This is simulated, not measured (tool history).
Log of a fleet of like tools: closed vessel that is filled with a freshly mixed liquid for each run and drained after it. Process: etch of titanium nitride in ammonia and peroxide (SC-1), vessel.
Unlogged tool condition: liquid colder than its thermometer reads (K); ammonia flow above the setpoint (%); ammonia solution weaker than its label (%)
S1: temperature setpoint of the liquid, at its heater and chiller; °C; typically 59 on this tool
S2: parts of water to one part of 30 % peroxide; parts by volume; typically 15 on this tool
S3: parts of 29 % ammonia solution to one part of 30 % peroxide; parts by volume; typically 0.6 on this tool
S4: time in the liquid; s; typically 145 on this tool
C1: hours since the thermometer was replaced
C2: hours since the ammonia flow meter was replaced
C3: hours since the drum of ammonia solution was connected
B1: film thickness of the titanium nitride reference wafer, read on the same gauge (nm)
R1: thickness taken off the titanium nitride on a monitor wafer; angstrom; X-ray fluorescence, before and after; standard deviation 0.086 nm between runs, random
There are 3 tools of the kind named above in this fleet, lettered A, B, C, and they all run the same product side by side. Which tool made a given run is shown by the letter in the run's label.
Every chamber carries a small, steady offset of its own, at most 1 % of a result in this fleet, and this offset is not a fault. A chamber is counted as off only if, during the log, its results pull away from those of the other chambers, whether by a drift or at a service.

| run | hour | S1 | S2 | S3 | S4 | C1 | C2 | C3 | B1 | R1 |
|---|---|---|---|---|---|---|---|---|---|---|
| 1C | 5.0 | 59 | 15 | 0.6 | 145 | 1526.2 | 346.3 | 366.4 | 110.02 | 190.35 |
| 2B | 13.4 | 59 | 15 | 0.6 | 145 | 665.9 | 493.3 | 105.5 | 110.01 | 192.23 |
| 3A | 20.5 | 59 | 15 | 0.6 | 145 | 273.4 | 2176.1 | 30.5 | 109.98 | 190.48 |
| 4A | 25.9 | 59 | 15 | 0.6 | 145 | 278.8 | 2181.5 | 35.9 | 110.00 | 190.56 |
| 5C | 34.6 | 59 | 15 | 0.6 | 145 | 1555.8 | 375.9 | 396.0 | 110.01 | 188.90 |
| 6B | 40.3 | 59 | 15 | 0.6 | 145 | 692.8 | 520.2 | 132.4 | 110.00 | 190.54 |
| 7C | 45.0 | 59 | 15 | 0.6 | 145 | 1566.2 | 386.3 | 406.4 | 110.03 | 190.50 |
| 8A | 53.3 | 59 | 15 | 0.6 | 145 | 306.2 | 2208.9 | 63.3 | 110.02 | 190.91 |
| 9B | 59.0 | 59 | 15 | 0.6 | 145 | 711.5 | 538.9 | 151.1 | 109.97 | 189.19 |
| 10A | 64.2 | 59 | 15 | 0.6 | 145 | 317.1 | 2219.8 | 74.2 | 110.00 | 190.58 |
| 11B | 73.0 | 59 | 15 | 0.6 | 145 | 725.5 | 552.9 | 165.1 | 110.04 | 191.02 |
|  | 76.7 | chamber A: ammonia flow meter replaced |
| 12C | 79.6 | 59 | 15 | 0.6 | 145 | 1600.8 | 420.9 | 441.0 | 109.98 | 188.92 |
| 13A | 87.2 | 59 | 15 | 0.6 | 145 | 340.1 | 10.6 | 97.2 | 110.02 | 190.79 |
| 14C | 94.5 | 59 | 15 | 0.6 | 145 | 1615.7 | 435.8 | 455.9 | 110.01 | 190.29 |
| 15B | 104.9 | 59 | 15 | 0.6 | 145 | 757.4 | 584.8 | 197.0 | 110.00 | 186.44 |
| 16A | 115.5 | 51 | 10 | 0.6 | 145 | 368.4 | 38.9 | 125.5 | 110.01 | 139.18 |
| 17C | 125.6 | 51 | 10 | 0.6 | 145 | 1646.8 | 466.9 | 487.0 | 110.00 | 134.61 |
|  | 127.1 | chamber C: new drum of ammonia solution connected |
| 18B | 132.9 | 51 | 10 | 0.6 | 145 | 785.4 | 612.8 | 225.0 | 110.00 | 131.65 |
| 19C | 142.9 | 59 | 15 | 0.6 | 145 | 1664.1 | 484.2 | 15.8 | 110.00 | 192.09 |
| 20B | 148.9 | 59 | 15 | 0.6 | 145 | 801.4 | 628.8 | 241.0 | 109.98 | 182.84 |
| 21A | 156.5 | 59 | 15 | 0.6 | 145 | 409.4 | 79.9 | 166.5 | 110.04 | 189.27 |

The same settings go to every chamber for the next run, one line per chamber below. Forecast the results for each:
| 22A | 164.3 | 59 | 15 | 0.6 | 145 |  |  |  |  | ? |
| 22B | 164.3 | 59 | 15 | 0.6 | 145 |  |  |  |  | ? |
| 22C | 164.3 | 59 | 15 | 0.6 | 145 |  |  |  |  | ? |

| run | R1 |
|---|---|
| 22A | 191.13 |
| 22B | 181.41 |
| 22C | 189.13 |
